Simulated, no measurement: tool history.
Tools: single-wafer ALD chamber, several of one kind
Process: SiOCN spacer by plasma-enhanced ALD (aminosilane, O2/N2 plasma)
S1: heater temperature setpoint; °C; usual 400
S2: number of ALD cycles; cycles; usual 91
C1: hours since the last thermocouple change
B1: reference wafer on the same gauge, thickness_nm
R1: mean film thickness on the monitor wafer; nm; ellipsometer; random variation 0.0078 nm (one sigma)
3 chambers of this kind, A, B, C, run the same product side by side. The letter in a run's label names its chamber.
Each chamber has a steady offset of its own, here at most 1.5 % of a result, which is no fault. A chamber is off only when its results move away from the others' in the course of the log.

{"run": "1C", "day": 0.267, "S1": 400, "S2": 91, "C1": 326.8, "B1": 5.3604, "R1": 5.5419}
{"run": "2B", "day": 0.696, "S1": 400, "S2": 91, "C1": 437, "B1": 5.361, "R1": 5.5524}
{"run": "3A", "day": 0.967, "S1": 400, "S2": 91, "C1": 753.9, "B1": 5.3612, "R1": 5.5258}
{"run": "4B", "day": 1.4, "S1": 400, "S2": 91, "C1": 453.9, "B1": 5.3629, "R1": 5.5493}
{"run": "5C", "day": 1.879, "S1": 400, "S2": 91, "C1": 365.5, "B1": 5.3634, "R1": 5.54}
{"day": 2.304, "done": "chamber A: thermocouple changed; heater temperature recalibrated"}
{"run": "6A", "day": 2.412, "S1": 400, "S2": 91, "C1": 2.6, "B1": 5.3656, "R1": 5.5379}
{"run": "7B", "day": 2.904, "S1": 400, "S2": 91, "C1": 490, "B1": 5.3654, "R1": 5.5573}
{"run": "8A", "day": 3.212, "S1": 400, "S2": 91, "C1": 21.8, "B1": 5.3651, "R1": 5.5245}
{"run": "9C", "day": 3.617, "S1": 400, "S2": 91, "C1": 407.2, "B1": 5.3682, "R1": 5.5429}
{"run": "10B", "day": 3.883, "S1": 412, "S2": 91, "C1": 513.5, "B1": 5.3683, "R1": 5.3644}
{"run": "11A", "day": 4.346, "S1": 412, "S2": 91, "C1": 49, "B1": 5.3688, "R1": 5.3332}
{"run": "12C", "day": 4.625, "S1": 412, "S2": 91, "C1": 431.4, "B1": 5.3693, "R1": 5.3433}
{"run": "13A", "day": 5.0, "S1": 400, "S2": 91, "C1": 64.7, "B1": 5.3699, "R1": 5.5351}
{"run": "14C", "day": 5.396, "S1": 400, "S2": 91, "C1": 449.9, "B1": 5.3721, "R1": 5.5516}
{"run": "15B", "day": 5.733, "S1": 400, "S2": 91, "C1": 557.9, "B1": 5.3726, "R1": 5.5672}
{"run": "16A", "day": 6.133, "S1": 400, "S2": 91, "C1": 91.9, "B1": 5.374, "R1": 5.541}
{"run": "17C", "day": 6.629, "S1": 400, "S2": 91, "C1": 479.5, "B1": 5.3737, "R1": 5.5478}
{"run": "18B", "day": 6.979, "S1": 400, "S2": 91, "C1": 587.8, "B1": 5.3742, "R1": 5.551}
{"run": "19B", "day": 7.342, "S1": 413, "S2": 107, "C1": 596.5, "B1": 5.374, "R1": 6.2868}
{"run": "20A", "day": 7.654, "S1": 413, "S2": 107, "C1": 128.4, "B1": 5.3781, "R1": 6.2685}
{"run": "21C", "day": 8.096, "S1": 413, "S2": 107, "C1": 514.7, "B1": 5.3778, "R1": 6.2698}
{"run": "22A", "day": 8.612, "S1": 400, "S2": 108, "C1": 151.4, "B1": 5.3788, "R1": 6.5801}
{"run": "23C", "day": 8.958, "S1": 400, "S2": 108, "C1": 535.4, "B1": 5.3791, "R1": 6.5934}
{"run": "24B", "day": 9.304, "S1": 400, "S2": 108, "C1": 643.6, "B1": 5.3773, "R1": 6.5838}
{"run": "25A", "day": 9.596, "S1": 400, "S2": 91, "C1": 175, "B1": 5.3822, "R1": 5.5491}
{"run": "26B", "day": 9.979, "S1": 400, "S2": 91, "C1": 659.8, "B1": 5.3816, "R1": 5.5711}
{"run": "27C", "day": 10.271, "S1": 400, "S2": 91, "C1": 566.9, "B1": 5.3832, "R1": 5.5616}
{"run": "28C", "day": 10.746, "S1": 400, "S2": 91, "C1": 578.3, "B1": 5.3845, "R1": 5.5698}
{"run": "29B", "day": 11.208, "S1": 400, "S2": 91, "C1": 689.3, "B1": 5.384, "R1": 5.5712}
{"run": "30A", "day": 11.629, "S1": 400, "S2": 91, "C1": 223.8, "B1": 5.3865, "R1": 5.5537}
{"run": "31B", "day": 12.075, "S1": 400, "S2": 91, "C1": 710.1, "B1": 5.3863, "R1": 5.5638}
{"run": "32A", "day": 12.592, "S1": 400, "S2": 91, "C1": 246.9, "B1": 5.3879, "R1": 5.5502}
{"run": "33C", "day": 12.983, "S1": 400, "S2": 91, "C1": 632, "B1": 5.387, "R1": 5.5659}
{"run": "34A", "day": 13.517, "S1": 400, "S2": 109, "C1": 269.1, "B1": 5.3895, "R1": 6.6369}
{"run": "35C", "day": 13.775, "S1": 400, "S2": 109, "C1": 651, "B1": 5.3905, "R1": 6.6706}

What goes on in this fleet: one chamber off, a drifting gauge, or nothing beyond the chambers' own small offsets? Name the chamber and the cause, if any.

The gauge drifts, so all chambers seem to drift together. No chamber is off.
Cause: gauge reads high (%) = 0.585.
